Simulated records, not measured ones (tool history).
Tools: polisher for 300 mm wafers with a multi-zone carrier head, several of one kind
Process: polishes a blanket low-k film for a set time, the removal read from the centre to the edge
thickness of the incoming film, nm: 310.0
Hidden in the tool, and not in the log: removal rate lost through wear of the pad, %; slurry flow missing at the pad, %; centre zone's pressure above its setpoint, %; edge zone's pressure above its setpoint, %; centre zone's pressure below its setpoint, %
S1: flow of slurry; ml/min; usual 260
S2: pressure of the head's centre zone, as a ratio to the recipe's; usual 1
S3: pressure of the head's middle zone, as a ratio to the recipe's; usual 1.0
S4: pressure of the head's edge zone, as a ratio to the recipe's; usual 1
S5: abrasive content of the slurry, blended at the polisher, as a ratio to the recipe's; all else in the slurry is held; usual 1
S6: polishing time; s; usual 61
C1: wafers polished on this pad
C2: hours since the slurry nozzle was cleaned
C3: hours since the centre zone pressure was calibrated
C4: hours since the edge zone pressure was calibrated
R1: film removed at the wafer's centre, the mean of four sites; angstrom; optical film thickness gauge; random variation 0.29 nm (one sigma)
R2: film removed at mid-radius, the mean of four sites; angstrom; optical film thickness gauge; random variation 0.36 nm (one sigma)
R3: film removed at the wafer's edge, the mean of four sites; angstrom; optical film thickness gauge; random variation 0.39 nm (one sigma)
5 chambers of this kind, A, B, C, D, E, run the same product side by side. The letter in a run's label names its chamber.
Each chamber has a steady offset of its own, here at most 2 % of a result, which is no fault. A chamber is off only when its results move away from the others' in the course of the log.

run,day,S1,S2,S3,S4,S5,S6,C1,C2,C3,C4,R1,R2,R3
# day 0.108: chamber E: worn pad replaced by a new one
1A,0.246,260,1,1.0,1,1,61,416,200.5,619.8,394.6,358.50,346.17,360.97
# day 0.538: chamber B: worn pad replaced by a new one
2C,0.642,260,1,1.0,1,1,61,977,76.2,491.6,638.8,347.58,344.72,350.30
3E,0.979,260,1,1.0,1,1,61,137,263.3,783.1,198.0,361.43,350.34,352.97
# day 1.029: chamber A: slurry nozzle cleaned
4B,1.275,260,1,1.0,1,1,61,115,504.3,300.8,518.7,356.16,354.39,354.64
# day 1.475: chamber C: worn pad replaced by a new one
5D,1.508,260,1,1.0,1,1,61,655,104.8,424.2,471.8,359.84,350.10,359.00
6A,1.829,260,1,1.0,1,1,61,664,19.3,657.8,432.6,351.80,355.50,359.70
# day 2.192: chamber E: centre zone pressure recalibrated
7E,2.258,260,1,1.0,1,1,61,337,294.0,1.6,228.7,354.61,347.06,350.34
8B,2.650,260,1,1.0,1,1,61,331,537.3,333.8,551.7,354.15,352.27,358.19
9D,2.988,260,1,1.0,1,1,61,886,140.3,459.7,507.3,356.74,355.66,343.60
10C,3.258,260,1,1.0,1,1,61,279,139.0,554.4,701.6,352.49,346.26,356.70
11D,3.517,260,1,1.0,1,1,61,969,153.0,472.4,520.0,358.07,354.57,357.51
# day 3.654: chamber D: worn pad replaced by a new one
12A,3.708,260,1,1.0,1,1,61,959,64.4,702.9,477.7,353.52,350.19,348.77
13C,3.904,260,1,1.0,1,1,61,380,154.5,569.9,717.1,350.64,356.90,342.41
# day 4.100: chamber E: slurry nozzle cleaned
14E,4.138,260,1,1.0,1,1,61,632,0.9,46.7,273.8,355.69,347.74,351.61
# day 4.279: chamber C: edge zone pressure recalibrated
15B,4.496,260,1,1.0,1,1,61,620,581.6,378.1,596.0,351.96,350.83,360.23
16E,4.883,325,1,1.0,1,1,61,748,18.8,64.6,291.7,365.19,357.24,361.50
17B,5.112,325,1,1.0,1,1,61,717,596.4,392.9,610.8,362.00,362.04,354.60
# day 5.158: chamber D: centre zone pressure recalibrated
# day 5.346: chamber E: worn pad replaced by a new one
18A,5.433,325,1,1.0,1,1,61,1229,105.8,744.3,519.1,362.76,361.29,362.33
19C,5.650,325,1,1.0,1,1,61,654,196.4,611.8,32.9,362.62,358.19,360.59
# day 5.721: chamber B: edge zone pressure recalibrated
# day 5.812: chamber A: worn pad replaced by a new one
20D,6.000,325,1,1.0,1,1,61,367,212.6,20.3,579.6,361.58,362.19,357.38
21C,6.317,260,1,1.0,1,1,61,758,212.4,627.8,48.9,361.56,347.73,349.73
22A,6.596,260,1,1.0,1,1,61,122,133.7,772.2,547.0,352.10,352.18,348.22
23E,6.958,260,1,1.0,1,1,61,253,68.6,114.4,341.5,355.32,349.07,350.16
# day 7.300: chamber B: worn pad replaced by a new one
24B,7.371,260,1,1.0,1,1,61,11,650.6,447.1,39.7,350.29,353.06,360.22
25D,7.808,260,1,1.0,1,1,61,651,256.0,63.7,623.0,355.86,350.68,353.02
# day 8.121: chamber C: worn pad replaced by a new one
26C,8.133,260,1,1.0,1,1,61,2,256.0,671.4,92.5,366.94,353.24,354.50
27D,8.546,260,1,1.0,1,1,61,766,273.7,81.4,640.7,357.29,358.36,352.65
28A,8.742,260,1,1.0,1,1,61,459,185.2,823.7,598.5,355.37,348.51,358.79
29E,9.175,260,1,1.0,1,1,61,600,121.8,167.6,394.7,355.06,349.58,365.62
# day 9.392: chamber A: slurry nozzle cleaned
30B,9.575,260,1,1.0,1,1,61,357,703.5,500.0,92.6,353.81,354.98,356.47
31A,9.833,260,1,1.0,1,1,61,630,10.7,849.9,624.7,353.79,352.91,354.83
32D,10.208,260,1,1.0,1,1,61,1027,313.6,121.3,680.6,352.12,354.58,358.99
# day 10.450: chamber D: worn pad replaced by a new one
33C,10.625,335,1,0.9,1,1,61,392,315.8,731.2,152.3,383.50,326.72,345.62
# day 10.662: chamber E: worn pad replaced by a new one
34E,10.879,335,1,0.9,1,1,61,34,162.7,208.5,435.6,371.39,325.53,353.21
35B,11.104,335,1,0.9,1,1,61,596,740.2,536.7,129.3,361.33,332.67,366.46
36E,11.383,335,1,0.9,1,1,61,113,174.8,220.6,447.7,369.08,317.18,361.57
37B,11.804,335,1,0.9,1,1,61,706,757.0,553.5,146.1,360.56,331.28,353.62
38D,12.046,260,1,1.0,1,1,61,250,357.7,165.4,724.7,360.12,352.53,352.53
39A,12.475,260,1,1.0,1,1,61,1044,74.1,913.3,688.1,354.45,348.99,361.45

Is one chamber off against the others, does the gauge drift, or is nothing wrong? If a chamber is off, say which, and what the likeliest cause is.

Chamber C drifts away from the others.
Cause: centre zone's pressure above its setpoint, % = 7.88.

Here are 4 candidates for chamber C's next run, each the usual settings with a change, their results left as question marks. Which one brings its results back in line with what the others give on the usual settings?
In line means no further than this from the other chambers' mean on the usual settings: R1 10.00 angstrom; R2 13.00 angstrom; R3 14.00 angstrom
40C-1,12.796,255,0.94,1.01,1.03,1,61,,,,,?,?,?
40C-2,12.796,250,0.89,1.01,1.05,1,61,,,,,?,?,?
40C-3,12.796,270,1.11,0.99,0.95,1,61,,,,,?,?,?
40C-4,12.796,265,1.06,0.99,0.97,1,61,,,,,?,?,?

The other chambers' mean on the usual settings: R1 354.78 angstrom; R2 351.28 angstrom; R3 353.80 angstrom
run,R1,R2,R3
40C-1,355.96,352.19,350.77
40C-2,334.64,351.48,353.72
40C-3,428.48,347.60,338.20
40C-4,406.95,346.98,341.27
40C-1 brings the chamber back in line.
